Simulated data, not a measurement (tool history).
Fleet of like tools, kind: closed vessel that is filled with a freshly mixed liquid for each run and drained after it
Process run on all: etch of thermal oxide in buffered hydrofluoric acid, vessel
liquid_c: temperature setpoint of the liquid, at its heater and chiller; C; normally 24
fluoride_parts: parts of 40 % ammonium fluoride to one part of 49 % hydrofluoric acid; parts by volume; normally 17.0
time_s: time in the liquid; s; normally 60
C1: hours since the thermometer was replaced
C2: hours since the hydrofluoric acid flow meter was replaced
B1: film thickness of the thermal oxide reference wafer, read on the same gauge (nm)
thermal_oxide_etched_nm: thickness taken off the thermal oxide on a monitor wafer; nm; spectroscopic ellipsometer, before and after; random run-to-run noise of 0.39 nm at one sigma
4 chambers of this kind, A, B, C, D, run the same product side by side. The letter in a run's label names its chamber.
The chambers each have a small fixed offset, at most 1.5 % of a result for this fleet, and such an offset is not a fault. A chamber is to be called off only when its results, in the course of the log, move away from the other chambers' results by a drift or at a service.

run 1B day=0.221 | liquid_c=24 fluoride_parts=17.0 time_s=60 | C1=913.2 C2=184.1 | B1=119.99 | thermal_oxide_etched_nm=42.431
run 2C day=0.521 | liquid_c=24 fluoride_parts=17.0 time_s=60 | C1=1641.7 C2=362.9 | B1=120.03 | thermal_oxide_etched_nm=41.829
run 3A day=0.800 | liquid_c=24 fluoride_parts=17.0 time_s=60 | C1=872.8 C2=2256.9 | B1=120.00 | thermal_oxide_etched_nm=40.576
run 4D day=0.938 | liquid_c=24 fluoride_parts=17.0 time_s=60 | C1=100.3 C2=628.6 | B1=119.99 | thermal_oxide_etched_nm=40.840
run 5B day=1.238 | liquid_c=24 fluoride_parts=17.0 time_s=60 | C1=937.6 C2=208.5 | B1=120.00 | thermal_oxide_etched_nm=41.274
run 6D day=1.496 | liquid_c=24 fluoride_parts=17.0 time_s=60 | C1=113.7 C2=642.0 | B1=120.00 | thermal_oxide_etched_nm=41.213
run 7A day=1.654 | liquid_c=24 fluoride_parts=17.0 time_s=60 | C1=893.3 C2=2277.4 | B1=120.03 | thermal_oxide_etched_nm=41.048
run 8C day=1.929 | liquid_c=21 fluoride_parts=17.0 time_s=30 | C1=1675.5 C2=396.7 | B1=120.02 | thermal_oxide_etched_nm=17.642
run 9B day=2.129 | liquid_c=21 fluoride_parts=17.0 time_s=30 | C1=959.0 C2=229.9 | B1=119.97 | thermal_oxide_etched_nm=17.498
run 10A day=2.446 | liquid_c=21 fluoride_parts=17.0 time_s=30 | C1=912.3 C2=2296.4 | B1=120.01 | thermal_oxide_etched_nm=17.221
run 11D day=2.754 | liquid_c=21 fluoride_parts=17.0 time_s=30 | C1=143.9 C2=672.2 | B1=120.05 | thermal_oxide_etched_nm=17.272
run 12C day=2.921 | liquid_c=24 fluoride_parts=17.0 time_s=60 | C1=1699.3 C2=420.5 | B1=120.02 | thermal_oxide_etched_nm=41.879
run 13B day=3.238 | liquid_c=24 fluoride_parts=17.0 time_s=60 | C1=985.6 C2=256.5 | B1=120.01 | thermal_oxide_etched_nm=42.163
run 14A day=3.554 | liquid_c=24 fluoride_parts=17.0 time_s=60 | C1=938.9 C2=2323.0 | B1=119.98 | thermal_oxide_etched_nm=41.411
run 15D day=3.858 | liquid_c=24 fluoride_parts=17.0 time_s=60 | C1=170.4 C2=698.7 | B1=119.98 | thermal_oxide_etched_nm=41.169
run 16C day=4.004 | liquid_c=24 fluoride_parts=17.0 time_s=60 | C1=1725.3 C2=446.5 | B1=120.01 | thermal_oxide_etched_nm=41.972
-- day=4.200 chamber B: thermometer replaced
run 17C day=4.312 | liquid_c=24 fluoride_parts=17.0 time_s=60 | C1=1732.7 C2=453.9 | B1=119.99 | thermal_oxide_etched_nm=41.974
run 18D day=4.583 | liquid_c=24 fluoride_parts=17.0 time_s=60 | C1=187.8 C2=716.1 | B1=120.04 | thermal_oxide_etched_nm=41.209
run 19B day=4.858 | liquid_c=24 fluoride_parts=17.0 time_s=60 | C1=15.9 C2=295.4 | B1=120.00 | thermal_oxide_etched_nm=41.451
run 20A day=5.025 | liquid_c=24 fluoride_parts=17.0 time_s=60 | C1=974.2 C2=2358.3 | B1=120.04 | thermal_oxide_etched_nm=40.431
run 21D day=5.254 | liquid_c=24 fluoride_parts=17.0 time_s=60 | C1=203.9 C2=732.2 | B1=120.01 | thermal_oxide_etched_nm=40.798
run 22B day=5.408 | liquid_c=24 fluoride_parts=17.0 time_s=60 | C1=29.1 C2=308.6 | B1=120.00 | thermal_oxide_etched_nm=41.265
run 23A day=5.642 | liquid_c=24 fluoride_parts=17.0 time_s=60 | C1=989.0 C2=2373.1 | B1=119.99 | thermal_oxide_etched_nm=41.166
run 24C day=5.904 | liquid_c=24 fluoride_parts=17.0 time_s=60 | C1=1770.9 C2=492.1 | B1=120.02 | thermal_oxide_etched_nm=41.874
run 25D day=6.083 | liquid_c=24 fluoride_parts=17.0 time_s=60 | C1=223.8 C2=752.1 | B1=120.01 | thermal_oxide_etched_nm=41.333
run 26B day=6.254 | liquid_c=24 fluoride_parts=17.0 time_s=60 | C1=49.4 C2=328.9 | B1=120.01 | thermal_oxide_etched_nm=41.582
run 27A day=6.433 | liquid_c=24 fluoride_parts=17.0 time_s=60 | C1=1008.0 C2=2392.1 | B1=119.99 | thermal_oxide_etched_nm=40.967
run 28C day=6.658 | liquid_c=24 fluoride_parts=17.0 time_s=60 | C1=1789.0 C2=510.2 | B1=120.01 | thermal_oxide_etched_nm=41.392
run 29D day=6.829 | liquid_c=24 fluoride_parts=17.0 time_s=60 | C1=241.7 C2=770.0 | B1=120.01 | thermal_oxide_etched_nm=41.242
run 30C day=7.112 | liquid_c=24 fluoride_parts=17.0 time_s=60 | C1=1799.9 C2=521.1 | B1=120.03 | thermal_oxide_etched_nm=42.007
run 31B day=7.404 | liquid_c=24 fluoride_parts=17.0 time_s=60 | C1=77.0 C2=356.5 | B1=119.99 | thermal_oxide_etched_nm=41.096
run 32A day=7.642 | liquid_c=24 fluoride_parts=17.0 time_s=60 | C1=1037.0 C2=2421.1 | B1=120.01 | thermal_oxide_etched_nm=41.175
-- day=7.704 chamber C: thermometer replaced
run 33C day=7.879 | liquid_c=24 fluoride_parts=17.0 time_s=60 | C1=4.3 C2=539.5 | B1=120.03 | thermal_oxide_etched_nm=42.136
-- day=7.950 chamber A: hydrofluoric acid flow meter replaced
run 34A day=8.112 | liquid_c=24 fluoride_parts=17.0 time_s=60 | C1=1048.3 C2=3.9 | B1=120.00 | thermal_oxide_etched_nm=40.989
run 35D day=8.400 | liquid_c=24 fluoride_parts=20.0 time_s=45 | C1=279.4 C2=807.7 | B1=119.99 | thermal_oxide_etched_nm=26.176

Next, every chamber runs the same settings. What will each give?
run 36A day=8.629 | liquid_c=24 fluoride_parts=14.5 time_s=60 | thermal_oxide_etched_nm=?
run 36B day=8.629 | liquid_c=24 fluoride_parts=14.5 time_s=60 | thermal_oxide_etched_nm=?
run 36C day=8.629 | liquid_c=24 fluoride_parts=14.5 time_s=60 | thermal_oxide_etched_nm=?
run 36D day=8.629 | liquid_c=24 fluoride_parts=14.5 time_s=60 | thermal_oxide_etched_nm=?

run=36A thermal_oxide_etched_nm=47.919
run=36B thermal_oxide_etched_nm=49.011
run=36C thermal_oxide_etched_nm=49.185
run=36D thermal_oxide_etched_nm=47.998
